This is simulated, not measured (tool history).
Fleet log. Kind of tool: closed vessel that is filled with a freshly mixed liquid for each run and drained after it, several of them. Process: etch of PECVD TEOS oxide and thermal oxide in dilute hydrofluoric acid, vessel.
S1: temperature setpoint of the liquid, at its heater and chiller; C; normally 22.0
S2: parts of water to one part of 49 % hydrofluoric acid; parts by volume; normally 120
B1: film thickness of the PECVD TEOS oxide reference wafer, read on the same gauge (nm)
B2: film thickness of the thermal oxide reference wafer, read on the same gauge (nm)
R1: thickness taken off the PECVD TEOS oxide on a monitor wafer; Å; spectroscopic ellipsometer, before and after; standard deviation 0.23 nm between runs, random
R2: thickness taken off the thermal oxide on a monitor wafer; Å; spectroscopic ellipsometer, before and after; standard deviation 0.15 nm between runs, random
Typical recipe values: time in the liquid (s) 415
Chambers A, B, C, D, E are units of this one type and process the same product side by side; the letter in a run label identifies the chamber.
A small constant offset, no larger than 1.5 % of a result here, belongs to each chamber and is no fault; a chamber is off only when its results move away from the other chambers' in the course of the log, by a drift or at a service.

{"run": "1D", "hour": 5.3, "S1": 22.0, "S2": 120, "time in the liquid (s)": 415, "B1": 50.024, "B2": 109.99, "R1": 360.91, "R2": 157.1}
{"run": "2E", "hour": 12.9, "S1": 22.0, "S2": 120, "time in the liquid (s)": 415, "B1": 50.001, "B2": 110.0, "R1": 363.01, "R2": 153.59}
{"run": "3A", "hour": 19.5, "S1": 22.0, "S2": 120, "time in the liquid (s)": 415, "B1": 49.996, "B2": 110.02, "R1": 363.68, "R2": 156.29}
{"run": "4B", "hour": 29.1, "S1": 22.0, "S2": 120, "time in the liquid (s)": 415, "B1": 50.056, "B2": 110.01, "R1": 354.38, "R2": 155.57}
{"hour": 31.7, "done": "chamber A: hydrofluoric acid flow meter replaced"}
{"run": "5C", "hour": 35.7, "S1": 22.0, "S2": 120, "time in the liquid (s)": 415, "B1": 50.012, "B2": 110.01, "R1": 360.58, "R2": 155.19}
{"run": "6E", "hour": 43.6, "S1": 22.0, "S2": 120, "time in the liquid (s)": 415, "B1": 49.987, "B2": 109.99, "R1": 362.58, "R2": 157.91}
{"run": "7B", "hour": 51.9, "S1": 22.0, "S2": 120, "time in the liquid (s)": 415, "B1": 50.003, "B2": 110.0, "R1": 356.41, "R2": 158.19}
{"run": "8D", "hour": 61.7, "S1": 20.0, "S2": 90, "time in the liquid (s)": 415, "B1": 49.967, "B2": 110.01, "R1": 461.08, "R2": 199.05}
{"hour": 65.0, "done": "chamber B: hydrofluoric acid flow meter replaced"}
{"run": "9C", "hour": 71.5, "S1": 20.0, "S2": 90, "time in the liquid (s)": 415, "B1": 50.014, "B2": 109.99, "R1": 461.77, "R2": 201.84}
{"run": "10A", "hour": 79.7, "S1": 20.0, "S2": 90, "time in the liquid (s)": 415, "B1": 50.015, "B2": 110.0, "R1": 466.87, "R2": 202.73}
{"run": "11C", "hour": 85.4, "S1": 20.0, "S2": 90, "time in the liquid (s)": 415, "B1": 50.027, "B2": 110.0, "R1": 463.89, "R2": 199.32}
{"run": "12D", "hour": 95.9, "S1": 20.0, "S2": 90, "time in the liquid (s)": 415, "B1": 49.998, "B2": 110.0, "R1": 455.2, "R2": 200.56}
{"run": "13B", "hour": 102.8, "S1": 22.0, "S2": 120, "time in the liquid (s)": 415, "B1": 49.967, "B2": 110.01, "R1": 353.43, "R2": 159.19}
{"run": "14E", "hour": 110.9, "S1": 22.0, "S2": 120, "time in the liquid (s)": 415, "B1": 49.998, "B2": 109.99, "R1": 356.86, "R2": 157.87}
{"run": "15A", "hour": 115.8, "S1": 22.0, "S2": 120, "time in the liquid (s)": 415, "B1": 50.026, "B2": 109.99, "R1": 363.07, "R2": 158.06}
{"run": "16D", "hour": 120.5, "S1": 22.0, "S2": 120, "time in the liquid (s)": 415, "B1": 50.011, "B2": 110.0, "R1": 358.06, "R2": 158.49}
{"hour": 123.4, "done": "chamber E: thermometer replaced"}
{"run": "17B", "hour": 126.6, "S1": 22.0, "S2": 100, "time in the liquid (s)": 335, "B1": 50.015, "B2": 110.01, "R1": 355.37, "R2": 158.9}
{"run": "18E", "hour": 135.6, "S1": 22.0, "S2": 100, "time in the liquid (s)": 335, "B1": 50.017, "B2": 109.97, "R1": 360.03, "R2": 153.44}
{"run": "19C", "hour": 141.2, "S1": 22.0, "S2": 100, "time in the liquid (s)": 335, "B1": 49.968, "B2": 110.01, "R1": 362.04, "R2": 155.62}
{"run": "20A", "hour": 148.8, "S1": 22.0, "S2": 100, "time in the liquid (s)": 335, "B1": 49.98, "B2": 110.02, "R1": 361.85, "R2": 158.97}
{"run": "21A", "hour": 153.7, "S1": 22.0, "S2": 100, "time in the liquid (s)": 335, "B1": 50.015, "B2": 110.0, "R1": 357.52, "R2": 157.41}
{"run": "22B", "hour": 162.9, "S1": 22.0, "S2": 145, "time in the liquid (s)": 415, "B1": 49.993, "B2": 109.99, "R1": 286.85, "R2": 126.23}
{"run": "23D", "hour": 168.7, "S1": 22.0, "S2": 145, "time in the liquid (s)": 415, "B1": 50.001, "B2": 109.99, "R1": 293.55, "R2": 127.4}
{"run": "24C", "hour": 178.0, "S1": 22.0, "S2": 145, "time in the liquid (s)": 415, "B1": 49.946, "B2": 109.99, "R1": 289.12, "R2": 123.78}
{"run": "25E", "hour": 182.7, "S1": 22.0, "S2": 145, "time in the liquid (s)": 415, "B1": 49.982, "B2": 109.99, "R1": 289.34, "R2": 125.64}
{"run": "26E", "hour": 191.9, "S1": 22.0, "S2": 145, "time in the liquid (s)": 415, "B1": 50.052, "B2": 110.01, "R1": 293.15, "R2": 125.06}
{"run": "27A", "hour": 196.8, "S1": 22.0, "S2": 120, "time in the liquid (s)": 415, "B1": 49.994, "B2": 109.99, "R1": 363.03, "R2": 158.65}
{"run": "28B", "hour": 203.5, "S1": 22.0, "S2": 120, "time in the liquid (s)": 415, "B1": 49.983, "B2": 109.99, "R1": 353.76, "R2": 159.15}
{"hour": 207.5, "done": "chamber C: thermometer replaced"}
{"run": "29D", "hour": 212.4, "S1": 22.0, "S2": 120, "time in the liquid (s)": 415, "B1": 49.979, "B2": 110.01, "R1": 358.89, "R2": 158.61}
{"run": "30C", "hour": 217.5, "S1": 19.5, "S2": 120, "time in the liquid (s)": 415, "B1": 50.026, "B2": 109.99, "R1": 328.55, "R2": 141.64}
{"run": "31D", "hour": 222.2, "S1": 19.5, "S2": 120, "time in the liquid (s)": 415, "B1": 49.988, "B2": 109.98, "R1": 323.12, "R2": 140.76}
{"run": "32E", "hour": 231.3, "S1": 19.5, "S2": 120, "time in the liquid (s)": 415, "B1": 49.979, "B2": 110.01, "R1": 328.3, "R2": 140.82}
{"run": "33B", "hour": 238.4, "S1": 19.5, "S2": 120, "time in the liquid (s)": 415, "B1": 50.01, "B2": 110.0, "R1": 318.12, "R2": 139.63}
{"run": "34C", "hour": 245.0, "S1": 19.5, "S2": 120, "time in the liquid (s)": 415, "B1": 50.012, "B2": 110.01, "R1": 325.36, "R2": 141.26}
{"run": "35A", "hour": 252.2, "S1": 22.0, "S2": 120, "time in the liquid (s)": 415, "B1": 49.998, "B2": 110.0, "R1": 362.38, "R2": 155.23}
{"run": "36C", "hour": 257.7, "S1": 24.5, "S2": 70, "time in the liquid (s)": 415, "B1": 49.972, "B2": 110.02, "R1": 740.43, "R2": 316.42}
{"run": "37E", "hour": 267.8, "S1": 24.5, "S2": 70, "time in the liquid (s)": 415, "B1": 50.005, "B2": 109.99, "R1": 747.47, "R2": 320.42}
{"run": "38D", "hour": 276.3, "S1": 24.5, "S2": 70, "time in the liquid (s)": 415, "B1": 50.027, "B2": 110.0, "R1": 728.39, "R2": 317.91}
{"run": "39B", "hour": 285.8, "S1": 24.5, "S2": 70, "time in the liquid (s)": 415, "B1": 49.988, "B2": 110.03, "R1": 718.77, "R2": 315.7}
{"run": "40A", "hour": 293.2, "S1": 24.5, "S2": 70, "time in the liquid (s)": 415, "B1": 50.024, "B2": 110.0, "R1": 728.48, "R2": 323.95}
{"run": "41A", "hour": 301.6, "S1": 22.0, "S2": 120, "time in the liquid (s)": 415, "B1": 49.985, "B2": 109.98, "R1": 363.03, "R2": 159.09}
{"run": "42E", "hour": 308.7, "S1": 22.0, "S2": 120, "time in the liquid (s)": 415, "B1": 49.982, "B2": 109.99, "R1": 363.29, "R2": 157.03}

Does one chamber stand apart from the rest, does the shared gauge drift, or is all well apart from small per-chamber offsets? Give the chamber and the most likely cause, where there is one.

The fleet is healthy, with each chamber sitting at its usual small offset and no drift in the gauge.

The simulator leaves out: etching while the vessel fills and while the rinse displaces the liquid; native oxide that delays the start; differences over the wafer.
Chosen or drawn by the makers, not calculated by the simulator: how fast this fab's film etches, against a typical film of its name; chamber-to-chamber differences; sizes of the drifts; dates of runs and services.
